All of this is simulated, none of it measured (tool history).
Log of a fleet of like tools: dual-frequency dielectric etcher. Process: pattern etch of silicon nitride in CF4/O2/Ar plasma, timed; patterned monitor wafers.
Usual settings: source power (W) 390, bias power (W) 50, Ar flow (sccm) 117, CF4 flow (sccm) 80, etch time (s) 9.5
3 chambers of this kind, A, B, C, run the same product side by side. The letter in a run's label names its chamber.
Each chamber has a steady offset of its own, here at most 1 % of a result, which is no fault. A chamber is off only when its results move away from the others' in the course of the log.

| run | hour | source power (W) | bias power (W) | Ar flow (sccm) | CF4 flow (sccm) | etch time (s) | read-back reference wafer on the same gauge, depth_nm | mean etch depth across the wafer (Å) |
|---|---|---|---|---|---|---|---|---|
| 1B | 11.8 | 390 | 50 | 117 | 80 | 9.5 | 11.597 | 138.09 |
| 2C | 20.3 | 390 | 50 | 117 | 80 | 9.5 | 11.599 | 137.96 |
| 3A | 26.6 | 390 | 50 | 117 | 80 | 9.5 | 11.603 | 138.18 |
| 4A | 33 | 390 | 50 | 117 | 80 | 9.5 | 11.6 | 138.04 |
| 5B | 45.5 | 390 | 50 | 117 | 80 | 9.5 | 11.604 | 138.9 |
| 6C | 55.8 | 390 | 50 | 117 | 80 | 9.5 | 11.594 | 137.09 |
| 7C | 64.3 | 390 | 50 | 117 | 80 | 9.5 | 11.596 | 137.54 |
| 8B | 70.5 | 390 | 50 | 117 | 80 | 9.5 | 11.604 | 138.52 |
| 9A | 78.5 | 390 | 50 | 117 | 67 | 9.5 | 11.602 | 134.62 |
| 10C | 89 | 390 | 50 | 117 | 67 | 9.5 | 11.605 | 134.82 |
| 11A | 100.9 | 390 | 50 | 117 | 67 | 9.5 | 11.603 | 135.26 |
| 12B | 107.5 | 390 | 50 | 117 | 80 | 9.5 | 11.6 | 139.01 |
| 13B | 116.1 | 390 | 50 | 117 | 80 | 9.5 | 11.602 | 137.77 |
| 14A | 126.1 | 390 | 50 | 96 | 95 | 9.5 | 11.608 | 144.66 |
|  | 128.2 | chamber C: wet clean of the chamber |
|  | 131.6 | chamber A: wet clean of the chamber |
| 15C | 136.1 | 390 | 50 | 96 | 95 | 9.5 | 11.601 | 144.04 |
| 16C | 145.8 | 390 | 50 | 96 | 95 | 9.5 | 11.602 | 144.13 |
|  | 156.4 | chamber A: source power generator calibrated |
| 17A | 157.9 | 390 | 50 | 117 | 80 | 9.5 | 11.597 | 133.35 |
| 18B | 164.8 | 390 | 50 | 117 | 80 | 9.5 | 11.608 | 138.55 |
| 19A | 172.8 | 390 | 56 | 117 | 80 | 11.5 | 11.601 | 169.58 |
| 20B | 181.4 | 390 | 56 | 117 | 80 | 11.5 | 11.591 | 175.37 |
| 21C | 192.1 | 390 | 56 | 117 | 80 | 11.5 | 11.604 | 174.04 |
| 22A | 202.7 | 390 | 50 | 117 | 80 | 9.5 | 11.591 | 133.7 |
| 23C | 209.7 | 390 | 50 | 117 | 80 | 9.5 | 11.602 | 137.51 |
| 24B | 222.2 | 390 | 50 | 117 | 80 | 9.5 | 11.6 | 138.85 |
| 25A | 230.5 | 390 | 50 | 117 | 80 | 9.5 | 11.6 | 133.94 |
| 26B | 243.3 | 300 | 50 | 117 | 96 | 9.5 | 11.603 | 113.28 |

What goes on in this fleet: one chamber off, a drifting gauge, or nothing beyond the chambers' own small offsets? Name the chamber and the cause, if any.

A service left chamber A off against the others.
Cause: source power that arrives under what is set, % = 3.71.
The log may not tell that from: etch rate under this chamber's usual, %.

Here are 4 candidates for chamber A's next run, each the usual settings with a change, their results left as question marks. Which one brings its results back in line with what the others give on the usual settings?
In line means no further than this from the other chambers' mean on the usual settings: mean etch depth across the wafer (Å) 1.1
| 27A-1 | 252.5 | 390 | 46 | 117 | 80 | 9.5 |  | ? |
| 27A-2 | 252.5 | 390 | 50 | 103 | 89 | 9.5 |  | ? |
| 27A-3 | 252.5 | 390 | 50 | 127 | 80 | 9.5 |  | ? |
| 27A-4 | 252.5 | 390 | 50 | 107 | 80 | 9.5 |  | ? |

The other chambers' mean on the usual settings: mean etch depth across the wafer (Å) 138
| run | mean etch depth across the wafer (Å) |
|---|---|
| 27A-1 | 129.44 |
| 27A-2 | 137.89 |
| 27A-3 | 132.28 |
| 27A-4 | 135.37 |
27A-2 brings the chamber back in line.
